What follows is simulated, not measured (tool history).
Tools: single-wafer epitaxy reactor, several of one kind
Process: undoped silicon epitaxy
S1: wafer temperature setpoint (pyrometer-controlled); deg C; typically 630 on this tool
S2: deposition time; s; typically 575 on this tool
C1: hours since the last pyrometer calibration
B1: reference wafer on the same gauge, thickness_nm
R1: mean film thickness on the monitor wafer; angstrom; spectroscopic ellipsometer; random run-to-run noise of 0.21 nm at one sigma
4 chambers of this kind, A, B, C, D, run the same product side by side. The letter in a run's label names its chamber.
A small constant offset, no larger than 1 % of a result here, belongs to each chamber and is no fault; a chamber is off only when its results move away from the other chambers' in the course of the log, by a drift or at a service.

run	hour	S1	S2	C1	B1	R1
1D	7.7	630	575	789.0	49.996	621.15
2A	17.5	630	575	723.4	50.012	620.83
3C	22.7	630	575	973.4	50.010	618.20
4B	32.6	630	575	595.3	50.014	618.64
5D	39.4	630	575	820.7	50.010	624.27
6C	45.4	617	575	996.1	50.042	458.10
7A	50.3	617	575	756.2	49.984	458.39
8B	60.3	617	575	623.0	50.001	456.46
9B	70.6	617	575	633.3	49.997	454.12
10C	76.4	630	575	1027.1	50.003	619.16
11A	86.2	630	575	792.1	50.008	620.24
12D	95.0	630	575	876.3	49.999	623.49
13A	105.2	630	575	811.1	49.999	620.97
14C	113.7	630	575	1064.4	50.014	615.49
15D	118.6	630	575	899.9	50.005	620.35
16B	126.7	630	575	689.4	50.000	619.12
17D	134.2	630	575	915.5	49.971	621.86
# hour 134.3: chamber C: pyrometer calibrated
18C	141.9	630	575	7.6	50.000	591.25
19B	151.5	630	575	714.2	50.005	618.38
20A	158.8	630	575	864.7	50.003	617.63
# hour 159.5: chamber A: pyrometer calibrated
21B	168.9	630	575	731.6	49.987	620.44
22C	175.0	630	575	40.7	49.996	594.83
23D	185.3	616	498	966.6	50.047	392.11
24A	192.4	616	498	33.0	49.981	390.93
25A	198.7	616	498	39.3	50.007	387.98
26C	207.2	616	498	72.9	49.995	372.41
27D	215.0	630	575	996.3	50.005	623.86
# hour 219.2: chamber D: pyrometer calibrated
28B	224.0	630	575	786.7	49.943	618.42
29C	230.7	630	501	96.4	50.025	514.33
30D	239.4	630	501	20.3	49.958	544.75
31A	247.9	630	501	88.5	50.034	541.11
32B	253.5	630	501	816.2	49.964	538.89
33D	264.3	630	575	45.2	49.968	622.99
34A	273.2	630	575	113.8	49.988	618.02
35C	283.0	630	575	148.7	50.007	593.33

Has any chamber moved away from the others, gradually or after a service, or does the common gauge drift, or do the chambers differ only by their own small steady offsets? State the chamber and the most likely cause if one applies.

A service on chamber C put it out of line with the rest.
Most likely cause: wafer temperature below the value expected at the setpoint (K) = 2.02.

Below are 4 candidate recipes for chamber C's next run, each the usual settings with a change, their results shown as question marks. Which of them brings C's results back in line with what the other chambers give on the usual settings?
In line here means within this much of the mean the other chambers give on the usual settings: R1 7.50 angstrom
36C-1	290.9	628	575			?
36C-2	290.9	633	589			?
36C-3	290.9	630	525			?
36C-4	290.9	632	575			?

Usual-settings mean across the other chambers: R1 620.42 angstrom
run	R1
36C-1	564.50
36C-2	647.69
36C-3	539.41
36C-4	618.18
The answer is 36C-4, which returns the chamber to within the allowed miss of the others.

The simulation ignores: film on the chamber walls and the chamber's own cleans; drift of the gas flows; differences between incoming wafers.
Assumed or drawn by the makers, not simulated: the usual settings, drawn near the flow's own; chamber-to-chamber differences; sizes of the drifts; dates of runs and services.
